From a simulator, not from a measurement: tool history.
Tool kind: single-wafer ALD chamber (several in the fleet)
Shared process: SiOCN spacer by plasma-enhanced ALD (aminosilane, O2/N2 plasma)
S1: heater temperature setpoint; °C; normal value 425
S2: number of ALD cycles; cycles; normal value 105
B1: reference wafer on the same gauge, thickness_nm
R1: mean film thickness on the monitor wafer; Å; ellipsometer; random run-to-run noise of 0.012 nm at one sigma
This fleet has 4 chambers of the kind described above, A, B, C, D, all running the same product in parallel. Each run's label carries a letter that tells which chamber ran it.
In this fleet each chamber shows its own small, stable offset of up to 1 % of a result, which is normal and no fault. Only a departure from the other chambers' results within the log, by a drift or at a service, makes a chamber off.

{"run": "1C", "hour": 9.4, "S1": 425, "S2": 105, "B1": 5.42, "R1": 58.311}
{"run": "2D", "hour": 19.8, "S1": 425, "S2": 105, "B1": 5.4163, "R1": 58.84}
{"run": "3A", "hour": 28.4, "S1": 425, "S2": 105, "B1": 5.4215, "R1": 58.222}
{"run": "4B", "hour": 33.6, "S1": 425, "S2": 105, "B1": 5.4227, "R1": 59.169}
{"run": "5A", "hour": 41.4, "S1": 425, "S2": 105, "B1": 5.42, "R1": 58.035}
{"hour": 48.3, "done": "chamber A: thermocouple changed; heater temperature recalibrated"}
{"run": "6D", "hour": 52.8, "S1": 425, "S2": 105, "B1": 5.4201, "R1": 58.873}
{"run": "7C", "hour": 63.3, "S1": 437, "S2": 105, "B1": 5.4203, "R1": 56.046}
{"run": "8B", "hour": 71.9, "S1": 437, "S2": 105, "B1": 5.4195, "R1": 56.769}
{"run": "9A", "hour": 80.7, "S1": 437, "S2": 105, "B1": 5.4194, "R1": 55.922}
{"run": "10D", "hour": 89.3, "S1": 437, "S2": 105, "B1": 5.4209, "R1": 56.338}
{"run": "11B", "hour": 96.8, "S1": 433, "S2": 105, "B1": 5.4168, "R1": 57.459}
{"run": "12C", "hour": 105.5, "S1": 433, "S2": 105, "B1": 5.4217, "R1": 56.64}
{"run": "13D", "hour": 117.1, "S1": 433, "S2": 105, "B1": 5.4178, "R1": 57.292}
{"run": "14C", "hour": 126.6, "S1": 433, "S2": 105, "B1": 5.4199, "R1": 56.568}
{"run": "15B", "hour": 132.1, "S1": 416, "S2": 92, "B1": 5.4195, "R1": 53.19}
{"run": "16A", "hour": 140.2, "S1": 416, "S2": 92, "B1": 5.4221, "R1": 52.378}
{"run": "17D", "hour": 148.2, "S1": 416, "S2": 92, "B1": 5.4208, "R1": 52.934}
{"run": "18A", "hour": 156.4, "S1": 416, "S2": 92, "B1": 5.4167, "R1": 52.434}
{"run": "19B", "hour": 167.9, "S1": 425, "S2": 98, "B1": 5.4183, "R1": 55.224}
{"run": "20C", "hour": 178.8, "S1": 425, "S2": 98, "B1": 5.4213, "R1": 54.017}
{"run": "21C", "hour": 190.2, "S1": 425, "S2": 98, "B1": 5.4185, "R1": 54.339}
{"run": "22D", "hour": 202.0, "S1": 425, "S2": 98, "B1": 5.4204, "R1": 54.657}
{"run": "23B", "hour": 208.7, "S1": 425, "S2": 105, "B1": 5.421, "R1": 59.09}
{"run": "24A", "hour": 218.3, "S1": 425, "S2": 105, "B1": 5.4178, "R1": 58.321}
{"run": "25D", "hour": 229.1, "S1": 425, "S2": 105, "B1": 5.4202, "R1": 58.899}
{"run": "26B", "hour": 236.7, "S1": 425, "S2": 105, "B1": 5.4208, "R1": 58.939}
{"run": "27C", "hour": 247.1, "S1": 420, "S2": 91, "B1": 5.4212, "R1": 50.995}
{"run": "28A", "hour": 258.8, "S1": 420, "S2": 91, "B1": 5.4201, "R1": 51.061}
{"run": "29B", "hour": 265.9, "S1": 420, "S2": 91, "B1": 5.4202, "R1": 51.943}
{"run": "30C", "hour": 275.4, "S1": 420, "S2": 91, "B1": 5.4186, "R1": 50.988}
{"run": "31A", "hour": 281.2, "S1": 425, "S2": 105, "B1": 5.4201, "R1": 58.086}
{"run": "32D", "hour": 288.8, "S1": 434, "S2": 125, "B1": 5.4214, "R1": 67.792}
{"run": "33C", "hour": 295.8, "S1": 434, "S2": 125, "B1": 5.4178, "R1": 66.739}
{"run": "34A", "hour": 306.6, "S1": 434, "S2": 125, "B1": 5.4208, "R1": 67.073}
{"run": "35D", "hour": 316.3, "S1": 434, "S2": 125, "B1": 5.4224, "R1": 67.958}
{"run": "36B", "hour": 323.1, "S1": 425, "S2": 105, "B1": 5.4213, "R1": 58.868}
{"run": "37C", "hour": 328.2, "S1": 425, "S2": 105, "B1": 5.4203, "R1": 57.713}
{"run": "38B", "hour": 338.2, "S1": 437, "S2": 105, "B1": 5.4217, "R1": 56.586}
{"run": "39D", "hour": 344.3, "S1": 437, "S2": 105, "B1": 5.4184, "R1": 56.454}

All chambers now run identical settings, listed one chamber a line with results as question marks. What results will each chamber show?
{"run": "40A", "hour": 352.7, "S1": 437, "S2": 105, "R1": "?"}
{"run": "40B", "hour": 352.7, "S1": 437, "S2": 105, "R1": "?"}
{"run": "40C", "hour": 352.7, "S1": 437, "S2": 105, "R1": "?"}
{"run": "40D", "hour": 352.7, "S1": 437, "S2": 105, "R1": "?"}

run=40A R1=55.966
run=40B R1=56.698
run=40C R1=55.4
run=40D R1=56.365
